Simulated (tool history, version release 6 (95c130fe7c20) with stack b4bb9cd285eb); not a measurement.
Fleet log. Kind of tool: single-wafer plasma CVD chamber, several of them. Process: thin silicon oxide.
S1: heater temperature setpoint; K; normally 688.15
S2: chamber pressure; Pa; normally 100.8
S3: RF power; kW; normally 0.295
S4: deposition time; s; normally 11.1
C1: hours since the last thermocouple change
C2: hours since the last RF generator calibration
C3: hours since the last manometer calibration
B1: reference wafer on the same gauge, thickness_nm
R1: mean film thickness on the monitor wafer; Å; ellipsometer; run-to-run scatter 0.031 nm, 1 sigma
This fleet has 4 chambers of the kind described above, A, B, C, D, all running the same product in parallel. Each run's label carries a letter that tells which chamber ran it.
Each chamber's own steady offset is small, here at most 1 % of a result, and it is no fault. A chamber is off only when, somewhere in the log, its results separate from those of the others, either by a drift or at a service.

run   hour      S1     S2     S3    S4      C1      C2      C3      B1      R1
 1B    4.5  688.15  100.8  0.295  11.1  1152.7  1659.3   220.2    19.7  187.92
 2D   12.8  688.15  100.8  0.295  11.1  1680.6     623    2304  19.688  189.11
 3C   20.1  688.15  100.8  0.295  11.1  1155.4   650.7   682.5  19.684  188.88
 4A   25.1  688.15  100.8  0.295  11.1    1142     921     554  19.683  189.03
 5B   32.7  688.15  100.8  0.295  11.1  1180.9  1687.5   248.4  19.675  187.17
 6C   37.1  688.15  100.8  0.295  11.1  1172.4   667.7   699.5  19.674  189.27
      37.5  -- chamber B: thermocouple changed; heater temperature recalibrated
 7A   44.8  694.15   83.7  0.295  11.1  1161.7   940.7   573.7  19.661  153.79
 8D   50.1  694.15   83.7  0.295  11.1  1717.9   660.3  2341.3  19.672  156.16
 9D   57.5  694.15   83.7  0.295  11.1  1725.3   667.7  2348.7  19.654  155.89
10B   62.1  694.15   83.7  0.295  11.1    24.6  1716.9   277.8  19.661  154.45
11A   71.3  688.15   87.9  0.295  12.8  1188.2   967.2   600.2  19.651  188.54
      74.4  -- chamber B: RF generator calibrated
12C   78.2  688.15   87.9  0.295  12.8  1213.5   708.8   740.6  19.656   188.1
13D   85.9  688.15   87.9  0.295  12.8  1753.7   696.1  2377.1  19.643  190.33
14A   93.1  688.15   87.9  0.295  12.8    1210     989     622  19.639  188.18
15B   98.8  688.15  100.8  0.295  11.1    61.3    24.5   314.5  19.622  187.28
16C  104.4  688.15  100.8  0.295  11.1  1239.7     735   766.8  19.621  188.66
17D  112.8  688.15  100.8  0.295  11.1  1780.6     723    2404  19.631  189.02
18B  120.6  688.15  112.1  0.295  12.1    83.1    46.3   336.3  19.622  225.37
19A  128.1  688.15  112.1  0.295  12.1    1245    1024     657  19.618  226.71
20C  135.9  688.15  112.1  0.295  12.1  1271.2   766.5   798.3  19.605  227.03
21B  140.6  688.15  112.1  0.295  12.1   103.1    66.3   356.3  19.604  224.83
22A  147.7  688.15  100.8  0.295  11.1  1264.6  1043.6   676.6  19.601  188.34
23D  156.9  688.15  100.8  0.335  12.4  1824.7   767.1  2448.1  19.586  221.91
24C  161.2  688.15  100.8  0.335  12.4  1296.5   791.8   823.6  19.582  220.88
25C  169.6  688.15  100.8  0.335  12.4  1304.9   800.2     832  19.579  221.19
26A  176.7  688.15  100.8  0.335  12.4  1293.6  1072.6   705.6  19.572  220.95
27D  183.8  688.15  100.8  0.295  11.1  1851.6     794    2475  19.576  188.86

Predict what each chamber gives when all 4 of them run the settings below next.
28A  190.5  688.15  125.1  0.295  11.1                   ?
28B  190.5  688.15  125.1  0.295  11.1                   ?
28C  190.5  688.15  125.1  0.295  11.1                   ?
28D  190.5  688.15  125.1  0.295  11.1                   ?

run      R1
28A  228.01
28B  225.71
28C   228.1
28D  227.37

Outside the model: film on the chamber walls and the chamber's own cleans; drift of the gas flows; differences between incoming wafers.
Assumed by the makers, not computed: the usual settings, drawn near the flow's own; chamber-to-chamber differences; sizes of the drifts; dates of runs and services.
